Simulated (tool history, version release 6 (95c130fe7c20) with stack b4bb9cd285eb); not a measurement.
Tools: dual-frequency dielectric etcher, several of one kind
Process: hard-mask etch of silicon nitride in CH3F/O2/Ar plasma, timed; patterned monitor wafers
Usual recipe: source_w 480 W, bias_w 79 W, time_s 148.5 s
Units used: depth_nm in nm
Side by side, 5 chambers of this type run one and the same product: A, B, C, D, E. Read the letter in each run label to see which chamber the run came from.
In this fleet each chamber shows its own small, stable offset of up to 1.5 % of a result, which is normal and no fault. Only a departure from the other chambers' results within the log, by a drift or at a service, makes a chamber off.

run   hour  source_w  bias_w  time_s  read-back reference wafer on the same gauge, depth_nm  depth_nm
 1C    9.7       480      79   148.5                                                 126.90   116.680
 2D   18.0       480      79   148.5                                                 126.89   115.430
 3E   31.7       480      79   148.5                                                 126.93   115.260
 4B   40.2       480      79   148.5                                                 126.97   114.610
 5A   52.0       480      79   148.5                                                 127.01   116.480
 6C   62.8       480      79   134.5                                                 126.92   105.770
 7A   77.4       480      79   134.5                                                 127.04   104.480
 8D   84.2       480      79   134.5                                                 127.02   105.250
 9E   92.7       480      79   134.5                                                 127.06   104.070
     103.2  -- chamber E: wet clean of the chamber
10B  105.4       480      79   134.5                                                 126.95   103.950
11C  119.5       480      79   148.5                                                 127.04   117.090
12A  134.9       480      79   148.5                                                 126.94   114.820
13E  148.6       480      79   148.5                                                 127.01   114.720
14B  160.6       480      79   148.5                                                 126.97   114.290
15D  174.3       480      79   148.5                                                 127.01   115.410
16C  183.8       480      91   117.0                                                 126.97    96.659
17A  198.3       480      91   117.0                                                 127.14    94.513
18D  210.7       480      91   117.0                                                 127.09    95.327
19E  218.4       480      91   117.0                                                 126.90    95.150
     219.4  -- chamber B: bias power generator calibrated
20B  229.3       480      91   117.0                                                 126.99    95.695
21B  236.7       480      73   148.5                                                 126.81   111.730
22A  243.9       480      73   148.5                                                 126.99   110.210
     250.1  -- chamber C: bias power generator calibrated
23D  257.0       480      73   148.5                                                 127.13   112.600
24C  268.6       480      73   148.5                                                 126.97   114.020
25E  278.8       480      73   148.5                                                 126.91   112.320
26E  287.1       480      68   188.5                                                 127.02   138.340
27A  295.2       480      68   188.5                                                 127.00   136.380
28B  302.1       480      68   188.5                                                 127.15   138.920
29C  311.7       480      68   188.5                                                 127.00   140.030
30D  324.8       480      68   188.5                                                 127.03   139.870
     336.3  -- chamber C: wet clean of the chamber
31A  338.7       480      79   148.5                                                 127.05   111.870
32E  354.2       480      79   148.5                                                 127.01   115.030
33C  363.5       480      79   148.5                                                 126.98   117.240
34D  370.5       480      79   148.5                                                 127.13   115.520
35B  377.3       480      79   148.5                                                 127.12   115.090
36A  392.7       480      79   148.5                                                 126.98   111.550
37B  407.8       480      79   148.5                                                 127.04   115.120
38D  418.8       480      79   148.5                                                 127.22   115.490
39E  432.0       480      79   148.5                                                 127.03   114.630
40C  443.3       390      88   148.5                                                 126.93   111.430
41B  453.6       390      88   148.5                                                 126.92   109.800
42A  468.4       390      88   148.5                                                 127.06   106.170
43D  481.1       390      88   148.5                                                 127.07   111.930
44C  489.7       390      88   148.5                                                 126.99   111.800

All 5 chambers run these settings next. Forecast each chamber's results:
45A  500.8       530      79   148.5                                                                ?
45B  500.8       530      79   148.5                                                                ?
45C  500.8       530      79   148.5                                                                ?
45D  500.8       530      79   148.5                                                                ?
45E  500.8       530      79   148.5                                                                ?

run  depth_nm
45A   114.910
45B   119.960
45C   121.420
45D   120.410
45E   119.690

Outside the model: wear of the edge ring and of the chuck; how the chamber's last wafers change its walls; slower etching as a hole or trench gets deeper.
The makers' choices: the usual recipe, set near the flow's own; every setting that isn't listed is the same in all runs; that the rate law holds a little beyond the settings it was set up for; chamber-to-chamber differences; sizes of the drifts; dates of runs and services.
